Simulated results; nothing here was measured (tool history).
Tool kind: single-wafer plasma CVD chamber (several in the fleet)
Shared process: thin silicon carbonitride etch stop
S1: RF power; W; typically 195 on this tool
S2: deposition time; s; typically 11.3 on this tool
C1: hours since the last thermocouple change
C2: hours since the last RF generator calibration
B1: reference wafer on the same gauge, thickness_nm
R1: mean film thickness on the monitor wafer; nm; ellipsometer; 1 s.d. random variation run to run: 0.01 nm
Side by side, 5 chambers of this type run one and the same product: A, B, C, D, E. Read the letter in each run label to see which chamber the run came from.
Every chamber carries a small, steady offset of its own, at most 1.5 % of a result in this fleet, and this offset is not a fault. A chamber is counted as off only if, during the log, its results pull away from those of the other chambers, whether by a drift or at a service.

run   hour   S1    S2      C1      C2      B1      R1
 1C    6.2  195  11.3   467.0  1323.6  5.5290  6.4210
 2D   11.9  195  11.3   814.6  2075.2  5.5298  6.3885
 3A   18.8  195  11.3  1463.8   757.3  5.5275  6.3838
      20.0  -- chamber E: thermocouple changed; heater temperature recalibrated
      23.4  -- chamber B: thermocouple changed; heater temperature recalibrated
      23.7  -- chamber D: RF generator calibrated
 4B   27.5  195  11.3     4.1  1231.1  5.5272  6.4139
 5E   34.0  195  11.3    14.0  1071.5  5.5270  6.2941
 6D   41.2  195  11.3   843.9    17.6  5.5240  6.3741
 7E   48.1  195  12.8    28.1  1085.6  5.5220  7.1161
 8C   57.1  195  12.8   517.9  1374.5  5.5243  7.2646
 9B   63.3  195  12.8    39.9  1266.9  5.5230  7.2501
10A   72.5  195  12.8  1517.5   811.0  5.5225  7.2148
11C   81.4  195  12.8   542.2  1398.8  5.5229  7.2802
12B   89.8  195  11.3    66.4  1293.4  5.5216  6.3961
13E   96.6  195  11.3    76.6  1134.1  5.5205  6.2888
14A  106.2  195  11.3  1551.2   844.7  5.5187  6.3851
15D  114.3  195  11.3   917.0    90.7  5.5173  6.3790
16C  120.9  195  11.3   581.7  1438.3  5.5146  6.3937
17D  129.0  195  11.3   931.7   105.4  5.5152  6.3791
18A  135.8  195  11.3  1580.8   874.3  5.5155  6.3717
19E  144.7  195  11.3   124.7  1182.2  5.5120  6.2838
20B  152.6  195  11.3   129.2  1356.2  5.5122  6.3960
21E  158.1  195  11.3   138.1  1195.6  5.5120  6.2719
22A  162.4  195  11.3  1607.4   900.9  5.5123  6.3553
23B  170.1  225  10.4   146.7  1373.7  5.5137  6.1241
24D  180.0  225  10.4   982.7   156.4  5.5108  6.1192
25C  188.0  225  10.4   648.8  1505.4  5.5100  6.1408
26D  195.1  225  10.4   997.8   171.5  5.5096  6.1184
27B  202.4  225  10.4   179.0  1406.0  5.5057  6.1139
28A  210.6  195  13.3  1655.6   949.1  5.5091  7.4772
29E  216.3  195  13.3   196.3  1253.8  5.5092  7.3657
30C  226.3  195  13.3   687.1  1543.7  5.5051  7.5193
31D  232.3  195  13.3  1035.0   208.7  5.5043  7.4871
32E  240.5  195  13.3   220.5  1278.0  5.5050  7.3636
33B  247.4  195  11.3   224.0  1451.0  5.5012  6.3739
34C  251.9  195  11.3   712.7  1569.3  5.5030  6.3889
35A  259.9  195  11.3  1704.9   998.4  5.5008  6.3677
36B  268.6  195  11.3   245.2  1472.2  5.5000  6.3667
37D  274.1  195  11.3  1076.8   250.5  5.5002  6.3773
38A  282.2  230   9.5  1727.2  1020.7  5.4993  5.6217
39C  291.8  230   9.5   752.6  1609.2  5.4973  5.6534
40E  297.6  230   9.5   277.6  1335.1  5.4977  5.5480
41D  304.6  230   9.5  1107.3   281.0  5.4976  5.5912
42A  313.2  230   9.5  1758.2  1051.7  5.4937  5.6174

All chambers now run identical settings, listed one chamber a line with results as question marks. What results will each chamber show?
43A  320.4  195  11.3               ?
43B  320.4  195  11.3               ?
43C  320.4  195  11.3               ?
43D  320.4  195  11.3               ?
43E  320.4  195  11.3               ?

run      R1
43A  6.3567
43B  6.3659
43C  6.3820
43D  6.3692
43E  6.2383
